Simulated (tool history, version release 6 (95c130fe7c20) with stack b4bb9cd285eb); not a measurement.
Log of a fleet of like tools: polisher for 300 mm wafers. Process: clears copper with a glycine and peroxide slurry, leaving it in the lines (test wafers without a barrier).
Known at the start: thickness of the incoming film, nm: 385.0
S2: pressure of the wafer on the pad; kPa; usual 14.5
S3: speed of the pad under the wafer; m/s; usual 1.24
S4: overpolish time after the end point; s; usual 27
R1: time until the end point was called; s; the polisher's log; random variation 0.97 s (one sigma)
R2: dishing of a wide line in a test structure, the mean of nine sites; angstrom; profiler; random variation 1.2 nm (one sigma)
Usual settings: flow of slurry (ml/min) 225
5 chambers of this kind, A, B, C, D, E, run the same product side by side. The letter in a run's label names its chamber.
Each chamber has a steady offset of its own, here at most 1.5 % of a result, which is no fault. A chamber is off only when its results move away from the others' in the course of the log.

-- day=0.042 chamber E: worn pad replaced by a new one
run 1E day=0.396 | flow_of_slurry_(ml/min)=225 S2=14.5 S3=1.24 S4=27 | R1=63.944 R2=842.36
run 2D day=0.904 | flow_of_slurry_(ml/min)=225 S2=14.5 S3=1.24 S4=27 | R1=63.383 R2=804.47
run 3C day=1.433 | flow_of_slurry_(ml/min)=225 S2=14.5 S3=1.24 S4=27 | R1=64.397 R2=807.13
run 4A day=1.862 | flow_of_slurry_(ml/min)=225 S2=14.5 S3=1.24 S4=27 | R1=65.890 R2=796.67
-- day=2.158 chamber D: worn pad replaced by a new one
-- day=2.179 chamber B: worn pad replaced by a new one
run 5B day=2.196 | flow_of_slurry_(ml/min)=225 S2=14.5 S3=1.24 S4=27 | R1=64.866 R2=823.40
-- day=2.604 chamber A: worn pad replaced by a new one
run 6C day=2.742 | flow_of_slurry_(ml/min)=225 S2=10.3 S3=1.24 S4=27 | R1=85.342 R2=696.63
run 7B day=3.183 | flow_of_slurry_(ml/min)=225 S2=10.3 S3=1.24 S4=27 | R1=84.241 R2=671.14
run 8D day=3.538 | flow_of_slurry_(ml/min)=225 S2=10.3 S3=1.24 S4=27 | R1=84.457 R2=694.54
-- day=3.600 chamber C: worn pad replaced by a new one
run 9E day=4.008 | flow_of_slurry_(ml/min)=225 S2=10.3 S3=1.24 S4=27 | R1=82.605 R2=693.89
run 10A day=4.450 | flow_of_slurry_(ml/min)=225 S2=10.3 S3=1.24 S4=27 | R1=85.852 R2=677.41
run 11E day=4.854 | flow_of_slurry_(ml/min)=225 S2=14.5 S3=1.24 S4=27 | R1=66.576 R2=812.62
-- day=4.988 chamber E: worn pad replaced by a new one
run 12B day=5.538 | flow_of_slurry_(ml/min)=225 S2=14.5 S3=1.24 S4=27 | R1=67.562 R2=813.51
-- day=5.762 chamber B: worn pad replaced by a new one
-- day=5.792 chamber D: worn pad replaced by a new one
run 13A day=6.021 | flow_of_slurry_(ml/min)=225 S2=14.5 S3=1.24 S4=27 | R1=64.836 R2=829.40
run 14C day=6.658 | flow_of_slurry_(ml/min)=225 S2=14.5 S3=1.62 S4=38 | R1=52.857 R2=1079.00
run 15D day=7.325 | flow_of_slurry_(ml/min)=225 S2=14.5 S3=1.62 S4=38 | R1=52.637 R2=1078.30
-- day=7.400 chamber C: head pressure recalibrated
run 16B day=7.654 | flow_of_slurry_(ml/min)=225 S2=14.5 S3=1.62 S4=38 | R1=51.827 R2=1059.90
run 17A day=8.217 | flow_of_slurry_(ml/min)=225 S2=14.5 S3=1.62 S4=38 | R1=51.605 R2=1069.60
-- day=8.525 chamber B: slurry nozzle cleaned
run 18D day=8.746 | flow_of_slurry_(ml/min)=225 S2=14.5 S3=1.62 S4=38 | R1=52.041 R2=1072.40
-- day=8.754 chamber D: head pressure recalibrated
-- day=9.121 chamber D: worn pad replaced by a new one
-- day=9.258 chamber C: slurry nozzle cleaned
-- day=9.258 chamber A: worn pad replaced by a new one
run 19E day=9.312 | flow_of_slurry_(ml/min)=225 S2=14.5 S3=1.24 S4=27 | R1=66.529 R2=825.00
-- day=9.321 chamber C: worn pad replaced by a new one
-- day=9.679 chamber B: worn pad replaced by a new one
run 20C day=9.883 | flow_of_slurry_(ml/min)=225 S2=14.5 S3=1.24 S4=27 | R1=70.930 R2=783.06
-- day=10.196 chamber E: worn pad replaced by a new one
run 21B day=10.246 | flow_of_slurry_(ml/min)=225 S2=14.5 S3=1.24 S4=27 | R1=68.132 R2=828.03
run 22D day=10.575 | flow_of_slurry_(ml/min)=225 S2=14.5 S3=1.24 S4=27 | R1=64.412 R2=814.07
run 23A day=10.896 | flow_of_slurry_(ml/min)=225 S2=14.5 S3=1.24 S4=27 | R1=65.962 R2=816.00
run 24E day=11.262 | flow_of_slurry_(ml/min)=225 S2=14.5 S3=1.24 S4=27 | R1=65.053 R2=833.72
run 25C day=11.908 | flow_of_slurry_(ml/min)=225 S2=14.5 S3=1.24 S4=27 | R1=70.830 R2=789.81
run 26E day=12.367 | flow_of_slurry_(ml/min)=225 S2=14.5 S3=1.24 S4=27 | R1=64.867 R2=808.99
-- day=13.008 chamber D: worn pad replaced by a new one
run 27A day=13.054 | flow_of_slurry_(ml/min)=225 S2=14.5 S3=0.88 S4=27 | R1=84.509 R2=703.22
run 28B day=13.562 | flow_of_slurry_(ml/min)=225 S2=14.5 S3=0.88 S4=27 | R1=87.520 R2=693.84
-- day=13.733 chamber B: worn pad replaced by a new one
-- day=13.775 chamber D: slurry nozzle cleaned
run 29C day=13.925 | flow_of_slurry_(ml/min)=225 S2=14.5 S3=0.88 S4=27 | R1=94.218 R2=672.28
-- day=14.325 chamber E: worn pad replaced by a new one
run 30D day=14.596 | flow_of_slurry_(ml/min)=225 S2=14.5 S3=0.88 S4=27 | R1=85.583 R2=712.94
run 31D day=15.162 | flow_of_slurry_(ml/min)=225 S2=14.5 S3=0.88 S4=27 | R1=86.508 R2=695.80
run 32A day=15.617 | flow_of_slurry_(ml/min)=225 S2=14.5 S3=1.24 S4=27 | R1=64.660 R2=820.74
-- day=15.667 chamber C: worn pad replaced by a new one
run 33C day=16.221 | flow_of_slurry_(ml/min)=225 S2=14.5 S3=1.24 S4=27 | R1=70.444 R2=782.29
-- day=16.546 chamber E: slurry nozzle cleaned
run 34B day=16.717 | flow_of_slurry_(ml/min)=225 S2=14.5 S3=1.24 S4=27 | R1=65.087 R2=842.12
run 35E day=17.117 | flow_of_slurry_(ml/min)=225 S2=14.5 S3=1.24 S4=27 | R1=63.346 R2=813.86
run 36B day=17.538 | flow_of_slurry_(ml/min)=225 S2=14.5 S3=1.24 S4=27 | R1=65.393 R2=826.73
-- day=17.550 chamber A: worn pad replaced by a new one
run 37A day=17.867 | flow_of_slurry_(ml/min)=225 S2=14.5 S3=1.24 S4=27 | R1=65.430 R2=825.99

What goes on in this fleet: one chamber off, a drifting gauge, or nothing beyond the chambers' own small offsets? Name the chamber and the cause, if any.

A service left chamber C off against the others.
Cause: head's pressure below its setpoint, % = 9.56.

Here are 4 candidates for chamber C's next run, each the usual settings with a change, their results left as question marks. Which one brings its results back in line with what the others give on the usual settings?
In line means no further than this from the other chambers' mean on the usual settings: R1 3.400 s; R2 43.00 angstrom
run 38C-1 day=18.362 | flow_of_slurry_(ml/min)=230 S2=15.9 S3=1.38 S4=28 | R1=? R2=?
run 38C-2 day=18.362 | flow_of_slurry_(ml/min)=225 S2=15.2 S3=1.30 S4=28 | R1=? R2=?
run 38C-3 day=18.362 | flow_of_slurry_(ml/min)=220 S2=13.1 S3=1.10 S4=26 | R1=? R2=?
run 38C-4 day=18.362 | flow_of_slurry_(ml/min)=225 S2=13.8 S3=1.18 S4=26 | R1=? R2=?

The other chambers' mean on the usual settings: R1 65.136 s; R2 829.04 angstrom
run=38C-1 R1=59.587 R2=869.00
run=38C-2 R1=65.073 R2=826.65
run=38C-3 R1=83.510 R2=673.79
run=38C-4 R1=75.835 R2=717.64
38C-2 brings the chamber back in line.

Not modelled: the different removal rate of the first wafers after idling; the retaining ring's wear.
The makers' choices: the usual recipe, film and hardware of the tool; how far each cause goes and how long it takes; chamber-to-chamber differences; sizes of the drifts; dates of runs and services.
